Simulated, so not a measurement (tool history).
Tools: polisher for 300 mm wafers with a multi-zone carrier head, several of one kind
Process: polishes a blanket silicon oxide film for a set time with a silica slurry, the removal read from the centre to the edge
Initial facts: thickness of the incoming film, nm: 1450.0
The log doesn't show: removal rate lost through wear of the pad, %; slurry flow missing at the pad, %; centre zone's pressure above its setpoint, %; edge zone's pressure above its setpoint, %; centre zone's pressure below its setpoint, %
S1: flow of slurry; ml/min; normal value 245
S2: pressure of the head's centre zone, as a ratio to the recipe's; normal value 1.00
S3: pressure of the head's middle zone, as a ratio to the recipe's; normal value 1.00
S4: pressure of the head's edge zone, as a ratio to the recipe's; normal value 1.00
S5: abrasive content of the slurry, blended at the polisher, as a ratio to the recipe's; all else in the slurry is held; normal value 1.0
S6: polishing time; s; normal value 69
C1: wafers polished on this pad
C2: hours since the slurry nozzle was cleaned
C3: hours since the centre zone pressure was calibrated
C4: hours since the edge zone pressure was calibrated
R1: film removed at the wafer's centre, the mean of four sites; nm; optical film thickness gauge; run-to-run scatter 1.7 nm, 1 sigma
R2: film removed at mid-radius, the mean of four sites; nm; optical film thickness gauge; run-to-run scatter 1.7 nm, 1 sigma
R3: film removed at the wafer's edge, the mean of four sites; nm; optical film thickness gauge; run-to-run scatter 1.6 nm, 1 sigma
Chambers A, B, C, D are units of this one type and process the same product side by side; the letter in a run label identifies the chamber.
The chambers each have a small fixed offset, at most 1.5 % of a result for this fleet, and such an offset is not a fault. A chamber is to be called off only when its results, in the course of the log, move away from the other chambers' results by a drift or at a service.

run 1B hour=3.0 | S1=245 S2=1.00 S3=1.00 S4=1.00 S5=1.0 S6=69 | C1=887 C2=101.9 C3=795.1 C4=595.9 | R1=181.66 R2=174.21 R3=177.17
run 2A hour=5.5 | S1=245 S2=1.00 S3=1.00 S4=1.00 S5=1.0 S6=69 | C1=425 C2=189.3 C3=17.6 C4=618.2 | R1=177.29 R2=181.75 R3=178.39
run 3C hour=9.3 | S1=245 S2=1.00 S3=1.00 S4=1.00 S5=1.0 S6=69 | C1=190 C2=313.2 C3=198.0 C4=40.7 | R1=180.55 R2=179.75 R3=180.55
run 4D hour=11.7 | S1=245 S2=1.00 S3=1.00 S4=1.00 S5=1.0 S6=69 | C1=681 C2=91.0 C3=817.3 C4=385.1 | R1=179.44 R2=182.09 R3=177.28
run 5A hour=16.5 | S1=245 S2=1.00 S3=1.00 S4=1.00 S5=1.0 S6=69 | C1=527 C2=200.3 C3=28.6 C4=629.2 | R1=180.82 R2=177.76 R3=179.17
run 6B hour=19.9 | S1=245 S2=1.00 S3=1.00 S4=1.00 S5=1.0 S6=69 | C1=1044 C2=118.8 C3=812.0 C4=612.8 | R1=180.00 R2=177.85 R3=175.83
-- hour=23.2 chamber B: worn pad replaced by a new one
run 7C hour=24.1 | S1=245 S2=1.00 S3=1.00 S4=1.00 S5=1.0 S6=69 | C1=327 C2=328.0 C3=212.8 C4=55.5 | R1=180.52 R2=178.43 R3=182.76
-- hour=26.4 chamber A: worn pad replaced by a new one
-- hour=26.8 chamber D: worn pad replaced by a new one
run 8D hour=27.3 | S1=245 S2=0.89 S3=0.89 S4=1.00 S5=1.0 S6=69 | C1=5 C2=106.6 C3=832.9 C4=400.7 | R1=159.50 R2=163.40 R3=176.13
run 9A hour=31.5 | S1=245 S2=0.89 S3=0.89 S4=1.00 S5=1.0 S6=69 | C1=47 C2=215.3 C3=43.6 C4=644.2 | R1=157.21 R2=162.73 R3=180.68
run 10B hour=35.4 | S1=245 S2=0.89 S3=0.89 S4=1.00 S5=1.0 S6=69 | C1=113 C2=134.3 C3=827.5 C4=628.3 | R1=157.05 R2=161.29 R3=179.58
run 11D hour=40.0 | S1=245 S2=0.89 S3=0.89 S4=1.00 S5=1.0 S6=69 | C1=123 C2=119.3 C3=845.6 C4=413.4 | R1=158.59 R2=162.61 R3=180.60
-- hour=42.4 chamber B: edge zone pressure recalibrated
run 12C hour=43.7 | S1=245 S2=1.00 S3=1.00 S4=1.00 S5=1.0 S6=69 | C1=509 C2=347.6 C3=232.4 C4=75.1 | R1=178.77 R2=180.24 R3=180.18
run 13C hour=48.6 | S1=245 S2=1.00 S3=1.00 S4=1.00 S5=1.0 S6=69 | C1=555 C2=352.5 C3=237.3 C4=80.0 | R1=180.89 R2=179.21 R3=179.41
run 14A hour=52.4 | S1=245 S2=1.00 S3=1.00 S4=1.00 S5=1.0 S6=69 | C1=241 C2=236.2 C3=64.5 C4=665.1 | R1=178.95 R2=178.18 R3=180.98
run 15B hour=56.3 | S1=245 S2=1.00 S3=1.00 S4=1.00 S5=1.0 S6=69 | C1=307 C2=155.2 C3=848.4 C4=14.0 | R1=182.95 R2=175.90 R3=179.75
run 16D hour=58.5 | S1=245 S2=1.00 S3=1.00 S4=1.00 S5=1.0 S6=69 | C1=294 C2=137.8 C3=864.1 C4=431.9 | R1=177.15 R2=182.22 R3=178.82
run 17A hour=63.5 | S1=245 S2=1.00 S3=1.00 S4=1.00 S5=1.0 S6=69 | C1=344 C2=247.3 C3=75.6 C4=676.2 | R1=177.68 R2=181.75 R3=182.11
-- hour=63.8 chamber A: slurry nozzle cleaned
run 18D hour=68.2 | S1=245 S2=1.00 S3=1.00 S4=1.00 S5=0.9 S6=69 | C1=384 C2=147.5 C3=873.8 C4=441.6 | R1=171.70 R2=172.34 R3=169.81
run 19B hour=72.8 | S1=245 S2=1.00 S3=1.00 S4=1.00 S5=0.9 S6=69 | C1=461 C2=171.7 C3=864.9 C4=30.5 | R1=169.49 R2=170.06 R3=171.30
run 20C hour=76.1 | S1=245 S2=1.00 S3=1.00 S4=1.00 S5=0.9 S6=69 | C1=810 C2=380.0 C3=264.8 C4=107.5 | R1=167.85 R2=171.67 R3=171.01
run 21B hour=80.5 | S1=245 S2=1.00 S3=1.00 S4=1.00 S5=0.9 S6=69 | C1=532 C2=179.4 C3=872.6 C4=38.2 | R1=171.27 R2=168.63 R3=167.73
-- hour=81.9 chamber A: worn pad replaced by a new one
run 22C hour=83.6 | S1=245 S2=1.00 S3=1.00 S4=1.00 S5=1.0 S6=69 | C1=880 C2=387.5 C3=272.3 C4=115.0 | R1=181.63 R2=178.71 R3=183.40
run 23D hour=86.0 | S1=245 S2=1.00 S3=1.00 S4=1.00 S5=1.0 S6=69 | C1=550 C2=165.3 C3=891.6 C4=459.4 | R1=178.22 R2=183.32 R3=177.66
run 24A hour=89.1 | S1=245 S2=1.00 S3=1.00 S4=1.00 S5=1.0 S6=55 | C1=67 C2=25.4 C3=101.2 C4=701.8 | R1=146.23 R2=142.57 R3=143.48
-- hour=89.2 chamber D: centre zone pressure recalibrated
-- hour=92.7 chamber B: slurry nozzle cleaned
run 25A hour=94.0 | S1=245 S2=1.00 S3=1.00 S4=1.00 S5=1.0 S6=55 | C1=112 C2=30.3 C3=106.1 C4=706.7 | R1=142.11 R2=142.01 R3=143.14
run 26B hour=98.3 | S1=245 S2=1.00 S3=1.00 S4=1.00 S5=1.0 S6=55 | C1=697 C2=5.7 C3=890.4 C4=56.0 | R1=143.85 R2=142.10 R3=143.50
run 27C hour=101.7 | S1=245 S2=1.00 S3=1.00 S4=1.00 S5=1.0 S6=55 | C1=1048 C2=405.6 C3=290.4 C4=133.1 | R1=142.39 R2=143.17 R3=144.05
run 28D hour=105.4 | S1=245 S2=1.00 S3=1.00 S4=1.00 S5=1.0 S6=69 | C1=730 C2=184.7 C3=16.2 C4=478.8 | R1=162.96 R2=179.59 R3=180.81
run 29B hour=108.1 | S1=245 S2=1.11 S3=1.00 S4=1.00 S5=0.9 S6=69 | C1=789 C2=15.5 C3=900.2 C4=65.8 | R1=192.99 R2=169.78 R3=173.11
run 30A hour=112.5 | S1=245 S2=1.11 S3=1.00 S4=1.00 S5=0.9 S6=69 | C1=284 C2=48.8 C3=124.6 C4=725.2 | R1=193.51 R2=168.46 R3=170.66
run 31D hour=116.7 | S1=245 S2=1.11 S3=1.00 S4=1.00 S5=0.9 S6=69 | C1=835 C2=196.0 C3=27.5 C4=490.1 | R1=176.86 R2=172.82 R3=168.48
run 32C hour=120.7 | S1=245 S2=1.11 S3=1.00 S4=1.00 S5=0.9 S6=69 | C1=1225 C2=424.6 C3=309.4 C4=152.1 | R1=191.08 R2=169.59 R3=172.34
run 33B hour=125.3 | S1=245 S2=1.00 S3=1.00 S4=1.00 S5=1.0 S6=69 | C1=948 C2=32.7 C3=917.4 C4=83.0 | R1=182.01 R2=178.34 R3=178.85
run 34C hour=130.1 | S1=245 S2=1.00 S3=1.00 S4=1.00 S5=1.0 S6=69 | C1=1312 C2=434.0 C3=318.8 C4=161.5 | R1=176.01 R2=182.35 R3=182.25
run 35A hour=133.6 | S1=245 S2=1.00 S3=1.00 S4=1.00 S5=1.0 S6=69 | C1=480 C2=69.9 C3=145.7 C4=746.3 | R1=179.25 R2=182.79 R3=181.67
-- hour=133.7 chamber D: worn pad replaced by a new one
run 36D hour=136.7 | S1=245 S2=1.00 S3=1.00 S4=1.00 S5=1.0 S6=69 | C1=28 C2=216.0 C3=47.5 C4=510.1 | R1=162.63 R2=182.80 R3=176.94
-- hour=136.8 chamber B: worn pad replaced by a new one
run 37B hour=138.9 | S1=245 S2=1.00 S3=1.00 S4=1.00 S5=1.0 S6=69 | C1=20 C2=46.3 C3=931.0 C4=96.6 | R1=180.97 R2=179.00 R3=179.03
run 38A hour=143.8 | S1=245 S2=1.00 S3=1.00 S4=1.00 S5=1.0 S6=69 | C1=575 C2=80.1 C3=155.9 C4=756.5 | R1=182.37 R2=183.46 R3=179.28
-- hour=147.3 chamber C: worn pad replaced by a new one
run 39C hour=148.9 | S1=245 S2=1.00 S3=1.00 S4=1.00 S5=1.0 S6=69 | C1=15 C2=452.8 C3=337.6 C4=180.3 | R1=179.19 R2=182.71 R3=181.60

Which is it: a chamber that has drifted or been left off by a service, a gauge drift common to all chambers, or only each chamber's usual small offset? If a chamber is off, name it and its likeliest cause.

Chamber D has stood off from the others ever since a service on it.
Likeliest cause: centre zone's pressure below its setpoint, % = 8.34.

Here are 4 candidates for chamber D's next run, each the usual settings with a change, their results left as question marks. Which one brings its results back in line with what the others give on the usual settings?
In line here means within this much of the mean the other chambers give on the usual settings: R1 6.00 nm; R2 5.90 nm; R3 5.50 nm
run 40D-1 hour=152.6 | S1=245 S2=0.98 S3=1.01 S4=1.01 S5=1.0 S6=69 | R1=? R2=? R3=?
run 40D-2 hour=152.6 | S1=245 S2=1.02 S3=0.99 S4=0.99 S5=1.0 S6=69 | R1=? R2=? R3=?
run 40D-3 hour=152.6 | S1=240 S2=0.93 S3=1.03 S4=1.01 S5=1.0 S6=68 | R1=? R2=? R3=?
run 40D-4 hour=152.6 | S1=250 S2=1.07 S3=0.97 S4=0.99 S5=1.0 S6=70 | R1=? R2=? R3=?

The mean the other chambers reach with the usual settings: R1 179.64 nm; R2 178.88 nm; R3 179.91 nm
run=40D-1 R1=160.69 R2=183.53 R3=179.46
run=40D-2 R1=167.94 R2=180.14 R3=177.63
run=40D-3 R1=149.02 R2=183.77 R3=176.48
run=40D-4 R1=180.03 R2=179.73 R3=180.58
The right change is 40D-4: it brings the chamber back within the allowed miss of the others.

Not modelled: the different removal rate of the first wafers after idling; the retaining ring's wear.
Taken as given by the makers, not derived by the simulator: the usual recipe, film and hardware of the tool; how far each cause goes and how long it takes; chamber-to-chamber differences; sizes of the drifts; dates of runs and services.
